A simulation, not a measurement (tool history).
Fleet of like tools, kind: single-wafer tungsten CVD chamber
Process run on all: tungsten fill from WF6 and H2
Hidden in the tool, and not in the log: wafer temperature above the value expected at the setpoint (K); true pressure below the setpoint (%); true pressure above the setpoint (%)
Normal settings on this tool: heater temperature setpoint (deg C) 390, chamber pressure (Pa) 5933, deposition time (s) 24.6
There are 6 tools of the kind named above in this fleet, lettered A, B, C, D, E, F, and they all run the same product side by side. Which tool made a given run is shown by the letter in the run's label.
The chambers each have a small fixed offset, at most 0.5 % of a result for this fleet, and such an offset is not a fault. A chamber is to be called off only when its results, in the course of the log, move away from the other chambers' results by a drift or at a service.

| run | day | heater temperature setpoint (deg C) | chamber pressure (Pa) | deposition time (s) | hours since the last thermocouple change | hours since the last manometer calibration | read-back reference wafer on the same gauge, thickness_nm | mean film thickness on the monitor wafer (angstrom) |
|---|---|---|---|---|---|---|---|---|
| 1C | 0.200 | 390 | 5933 | 24.6 | 300.7 | 1327.8 | 76.027 | 715.23 |
| 2D | 0.379 | 390 | 5933 | 24.6 | 1420.6 | 2014.6 | 76.030 | 710.83 |
| 3E | 0.733 | 390 | 5933 | 24.6 | 507.9 | 257.5 | 75.995 | 714.05 |
| 4F | 1.012 | 390 | 5933 | 24.6 | 134.4 | 1016.5 | 76.004 | 707.13 |
| 5A | 1.321 | 390 | 5933 | 24.6 | 1515.2 | 1533.7 | 75.927 | 716.37 |
| 6B | 1.658 | 396 | 7293 | 24.6 | 403.8 | 1148.5 | 76.042 | 879.96 |
| 7F | 1.925 | 396 | 7293 | 24.6 | 156.3 | 1038.4 | 76.049 | 878.62 |
| 8A | 2.258 | 396 | 7293 | 24.6 | 1537.7 | 1556.2 | 75.975 | 878.97 |
|  | 2.362 | chamber A: thermocouple changed; heater temperature recalibrated |
| 9E | 2.438 | 396 | 7293 | 24.6 | 548.8 | 298.4 | 75.953 | 879.94 |
| 10B | 2.675 | 396 | 7293 | 24.6 | 428.2 | 1172.9 | 75.958 | 872.34 |
| 11D | 3.004 | 396 | 7293 | 24.6 | 1483.6 | 2077.6 | 75.942 | 874.07 |
| 12C | 3.354 | 390 | 5933 | 24.6 | 376.4 | 1403.5 | 75.951 | 718.90 |
| 13D | 3.625 | 390 | 5933 | 24.6 | 1498.5 | 2092.5 | 75.924 | 711.73 |
| 14A | 3.904 | 390 | 5933 | 24.6 | 37.0 | 1595.7 | 75.929 | 720.73 |
| 15E | 4.229 | 390 | 5933 | 24.6 | 591.8 | 341.4 | 75.995 | 714.71 |
| 16C | 4.408 | 390 | 5933 | 24.6 | 401.7 | 1428.8 | 75.998 | 713.73 |
| 17B | 4.646 | 390 | 5933 | 24.6 | 475.5 | 1220.2 | 76.005 | 719.25 |
| 18F | 4.821 | 390 | 5306 | 24.6 | 225.8 | 1107.9 | 75.978 | 675.27 |
| 19E | 5.025 | 390 | 5306 | 24.6 | 610.9 | 360.5 | 75.946 | 677.95 |
| 20C | 5.333 | 390 | 5306 | 24.6 | 423.9 | 1451.0 | 76.035 | 677.96 |
| 21B | 5.646 | 390 | 5306 | 24.6 | 499.5 | 1244.2 | 75.968 | 677.42 |
| 22D | 5.888 | 390 | 5306 | 24.6 | 1552.8 | 2146.8 | 76.030 | 672.25 |
| 23F | 6.062 | 390 | 5306 | 24.6 | 255.6 | 1137.7 | 75.939 | 672.08 |
| 24A | 6.400 | 390 | 5933 | 24.6 | 96.9 | 1655.6 | 76.022 | 715.84 |
| 25E | 6.704 | 390 | 5933 | 24.6 | 651.2 | 400.8 | 75.966 | 714.66 |
| 26B | 6.946 | 390 | 5933 | 24.6 | 530.7 | 1275.4 | 75.984 | 712.08 |
| 27D | 7.283 | 390 | 5933 | 24.6 | 1586.3 | 2180.3 | 75.966 | 707.31 |
| 28F | 7.621 | 390 | 5933 | 24.6 | 293.0 | 1175.1 | 75.988 | 712.26 |
| 29C | 7.892 | 390 | 5933 | 24.6 | 485.3 | 1512.4 | 76.050 | 717.87 |
| 30A | 8.083 | 390 | 5933 | 24.6 | 137.3 | 1696.0 | 75.997 | 716.23 |
|  | 8.262 | chamber D: capacitance manometer re-zeroed and calibrated |
| 31D | 8.292 | 390 | 5933 | 24.6 | 1610.5 | 0.8 | 76.062 | 709.43 |
| 32C | 8.625 | 390 | 5933 | 24.6 | 502.9 | 1530.0 | 76.000 | 714.44 |
| 33B | 8.779 | 379 | 5933 | 21.6 | 574.7 | 1319.4 | 76.039 | 501.86 |
| 34A | 9.112 | 379 | 5933 | 21.6 | 162.0 | 1720.7 | 76.045 | 505.09 |
| 35F | 9.308 | 379 | 5933 | 21.6 | 333.5 | 1215.6 | 75.985 | 501.66 |
| 36E | 9.633 | 379 | 5933 | 21.6 | 721.5 | 471.1 | 75.976 | 501.62 |
| 37B | 9.975 | 379 | 5933 | 21.6 | 603.4 | 1348.1 | 75.983 | 504.86 |
|  | 10.104 | chamber A: capacitance manometer re-zeroed and calibrated |
| 38F | 10.204 | 379 | 5933 | 21.6 | 355.0 | 1237.1 | 75.972 | 502.13 |
| 39A | 10.467 | 390 | 5933 | 24.6 | 194.5 | 8.8 | 76.011 | 716.22 |
| 40D | 10.812 | 390 | 5933 | 24.6 | 1671.0 | 61.3 | 76.008 | 712.19 |
| 41C | 11.146 | 390 | 5933 | 24.6 | 563.4 | 1590.5 | 76.073 | 713.92 |

Is one chamber off against the others, does the gauge drift, or is nothing wrong? If a chamber is off, say which, and what the likeliest cause is.

Neither any chamber nor the gauge drifts; the chambers differ only by their own small, steady offsets.
